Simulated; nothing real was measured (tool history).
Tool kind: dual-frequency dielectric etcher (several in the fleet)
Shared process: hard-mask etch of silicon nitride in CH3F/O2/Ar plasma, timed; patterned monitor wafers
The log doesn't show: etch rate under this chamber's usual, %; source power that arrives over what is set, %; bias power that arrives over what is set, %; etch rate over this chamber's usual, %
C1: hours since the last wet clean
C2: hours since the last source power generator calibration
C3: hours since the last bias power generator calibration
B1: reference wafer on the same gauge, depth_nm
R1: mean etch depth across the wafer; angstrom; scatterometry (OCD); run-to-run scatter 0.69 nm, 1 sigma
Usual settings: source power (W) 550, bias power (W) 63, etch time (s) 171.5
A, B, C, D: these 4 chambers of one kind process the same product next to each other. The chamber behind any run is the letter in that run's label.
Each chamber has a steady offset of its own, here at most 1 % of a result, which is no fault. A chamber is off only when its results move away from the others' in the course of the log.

{"run": "1C", "day": 0.446, "source power (W)": 550, "bias power (W)": 63, "etch time (s)": 171.5, "C1": 315.6, "C2": 421.6, "C3": 1392.5, "B1": 113.01, "R1": 1294.6}
{"run": "2A", "day": 0.692, "source power (W)": 550, "bias power (W)": 63, "etch time (s)": 171.5, "C1": 438.5, "C2": 937.7, "C3": 937.6, "B1": 112.85, "R1": 1288.7}
{"run": "3D", "day": 0.996, "source power (W)": 550, "bias power (W)": 63, "etch time (s)": 171.5, "C1": 258, "C2": 3015.9, "C3": 3951.4, "B1": 112.98, "R1": 1308.6}
{"run": "4B", "day": 1.346, "source power (W)": 550, "bias power (W)": 63, "etch time (s)": 171.5, "C1": 301.1, "C2": 627.1, "C3": 1573.6, "B1": 113.03, "R1": 1299}
{"run": "5A", "day": 1.692, "source power (W)": 550, "bias power (W)": 52, "etch time (s)": 129.5, "C1": 462.5, "C2": 961.7, "C3": 961.6, "B1": 112.95, "R1": 907.71}
{"day": 1.704, "done": "chamber A: wet clean of the chamber"}
{"run": "6D", "day": 2.071, "source power (W)": 550, "bias power (W)": 52, "etch time (s)": 129.5, "C1": 283.8, "C2": 3041.7, "C3": 3977.2, "B1": 113.06, "R1": 929.31}
{"run": "7C", "day": 2.508, "source power (W)": 550, "bias power (W)": 52, "etch time (s)": 129.5, "C1": 365.1, "C2": 471.1, "C3": 1442, "B1": 113.01, "R1": 929.26}
{"run": "8B", "day": 2.925, "source power (W)": 550, "bias power (W)": 52, "etch time (s)": 129.5, "C1": 339, "C2": 665, "C3": 1611.5, "B1": 113.02, "R1": 911.25}
{"run": "9C", "day": 3.292, "source power (W)": 550, "bias power (W)": 63, "etch time (s)": 121.5, "C1": 383.9, "C2": 489.9, "C3": 1460.8, "B1": 113.05, "R1": 920}
{"run": "10B", "day": 3.683, "source power (W)": 550, "bias power (W)": 63, "etch time (s)": 121.5, "C1": 357.2, "C2": 683.2, "C3": 1629.7, "B1": 113.03, "R1": 916.93}
{"run": "11A", "day": 4.004, "source power (W)": 550, "bias power (W)": 63, "etch time (s)": 121.5, "C1": 55.2, "C2": 1017.2, "C3": 1017.1, "B1": 113.08, "R1": 906.63}
{"day": 4.108, "done": "chamber B: wet clean of the chamber"}
{"run": "12D", "day": 4.25, "source power (W)": 550, "bias power (W)": 63, "etch time (s)": 121.5, "C1": 336.1, "C2": 3094, "C3": 4029.5, "B1": 113.08, "R1": 919.32}
{"run": "13C", "day": 4.65, "source power (W)": 550, "bias power (W)": 63, "etch time (s)": 171.5, "C1": 416.5, "C2": 522.5, "C3": 1493.4, "B1": 112.88, "R1": 1295.8}
{"run": "14D", "day": 4.958, "source power (W)": 550, "bias power (W)": 63, "etch time (s)": 171.5, "C1": 353.1, "C2": 3111, "C3": 4046.5, "B1": 113.11, "R1": 1313.8}
{"run": "15B", "day": 5.388, "source power (W)": 550, "bias power (W)": 63, "etch time (s)": 171.5, "C1": 30.8, "C2": 724.1, "C3": 1670.6, "B1": 113.08, "R1": 1292.1}
{"run": "16A", "day": 5.783, "source power (W)": 550, "bias power (W)": 63, "etch time (s)": 171.5, "C1": 97.9, "C2": 1059.9, "C3": 1059.8, "B1": 113.07, "R1": 1294.8}
{"run": "17A", "day": 6.071, "source power (W)": 550, "bias power (W)": 63, "etch time (s)": 171.5, "C1": 104.8, "C2": 1066.8, "C3": 1066.7, "B1": 113.02, "R1": 1291.7}
{"run": "18D", "day": 6.325, "source power (W)": 550, "bias power (W)": 63, "etch time (s)": 171.5, "C1": 385.9, "C2": 3143.8, "C3": 4079.3, "B1": 113.03, "R1": 1299}
{"day": 6.525, "done": "chamber D: wet clean of the chamber"}
{"run": "19C", "day": 6.642, "source power (W)": 650, "bias power (W)": 63, "etch time (s)": 171.5, "C1": 464.3, "C2": 570.3, "C3": 1541.2, "B1": 113.03, "R1": 1381.4}
{"day": 7.046, "done": "chamber C: wet clean of the chamber"}
{"run": "20B", "day": 7.121, "source power (W)": 650, "bias power (W)": 63, "etch time (s)": 171.5, "C1": 72.4, "C2": 765.7, "C3": 1712.2, "B1": 113.06, "R1": 1375}
{"run": "21C", "day": 7.479, "source power (W)": 650, "bias power (W)": 63, "etch time (s)": 171.5, "C1": 10.4, "C2": 590.4, "C3": 1561.3, "B1": 113.01, "R1": 1386.7}
{"run": "22A", "day": 7.925, "source power (W)": 650, "bias power (W)": 63, "etch time (s)": 171.5, "C1": 149.3, "C2": 1111.3, "C3": 1111.2, "B1": 112.84, "R1": 1362.5}
{"run": "23D", "day": 8.375, "source power (W)": 610, "bias power (W)": 57, "etch time (s)": 171.5, "C1": 44.4, "C2": 3193, "C3": 4128.5, "B1": 113.07, "R1": 1300}
{"run": "24B", "day": 8.846, "source power (W)": 610, "bias power (W)": 57, "etch time (s)": 171.5, "C1": 113.8, "C2": 807.1, "C3": 1753.6, "B1": 113.07, "R1": 1295.4}
{"run": "25C", "day": 9.208, "source power (W)": 610, "bias power (W)": 57, "etch time (s)": 171.5, "C1": 51.9, "C2": 631.9, "C3": 1602.8, "B1": 112.93, "R1": 1303.3}
{"run": "26B", "day": 9.488, "source power (W)": 610, "bias power (W)": 57, "etch time (s)": 171.5, "C1": 129.2, "C2": 822.5, "C3": 1769, "B1": 113.11, "R1": 1304.2}
{"run": "27A", "day": 9.979, "source power (W)": 550, "bias power (W)": 63, "etch time (s)": 171.5, "C1": 198.6, "C2": 1160.6, "C3": 1160.5, "B1": 113.08, "R1": 1288.2}
{"run": "28D", "day": 10.208, "source power (W)": 550, "bias power (W)": 63, "etch time (s)": 171.5, "C1": 88.4, "C2": 3237, "C3": 4172.5, "B1": 113.18, "R1": 1293.6}
{"run": "29B", "day": 10.629, "source power (W)": 550, "bias power (W)": 63, "etch time (s)": 171.5, "C1": 156.6, "C2": 849.9, "C3": 1796.4, "B1": 113.07, "R1": 1287.5}
{"run": "30D", "day": 11.008, "source power (W)": 550, "bias power (W)": 63, "etch time (s)": 171.5, "C1": 107.6, "C2": 3256.2, "C3": 4191.7, "B1": 112.95, "R1": 1312.3}
{"run": "31A", "day": 11.296, "source power (W)": 610, "bias power (W)": 68, "etch time (s)": 171.5, "C1": 230.2, "C2": 1192.2, "C3": 1192.1, "B1": 112.95, "R1": 1368.3}
{"run": "32C", "day": 11.804, "source power (W)": 610, "bias power (W)": 68, "etch time (s)": 171.5, "C1": 114.2, "C2": 694.2, "C3": 1665.1, "B1": 112.89, "R1": 1389.8}
{"run": "33A", "day": 12.079, "source power (W)": 610, "bias power (W)": 68, "etch time (s)": 171.5, "C1": 249, "C2": 1211, "C3": 1210.9, "B1": 113.01, "R1": 1371.6}
{"run": "34D", "day": 12.546, "source power (W)": 610, "bias power (W)": 68, "etch time (s)": 171.5, "C1": 144.5, "C2": 3293.1, "C3": 4228.6, "B1": 112.97, "R1": 1398}
{"run": "35C", "day": 13.029, "source power (W)": 550, "bias power (W)": 63, "etch time (s)": 171.5, "C1": 143.6, "C2": 723.6, "C3": 1694.5, "B1": 112.88, "R1": 1298.9}
{"run": "36B", "day": 13.271, "source power (W)": 550, "bias power (W)": 63, "etch time (s)": 171.5, "C1": 220, "C2": 913.3, "C3": 1859.8, "B1": 112.93, "R1": 1297.9}
{"run": "37B", "day": 13.508, "source power (W)": 550, "bias power (W)": 63, "etch time (s)": 171.5, "C1": 225.7, "C2": 919, "C3": 1865.5, "B1": 113.08, "R1": 1291}
{"run": "38C", "day": 13.95, "source power (W)": 550, "bias power (W)": 63, "etch time (s)": 171.5, "C1": 165.7, "C2": 745.7, "C3": 1716.6, "B1": 112.9, "R1": 1299.8}

What goes on in this fleet: one chamber off, a drifting gauge, or nothing beyond the chambers' own small offsets? Name the chamber and the cause, if any.

The fleet is healthy, with each chamber sitting at its usual small offset and no drift in the gauge.
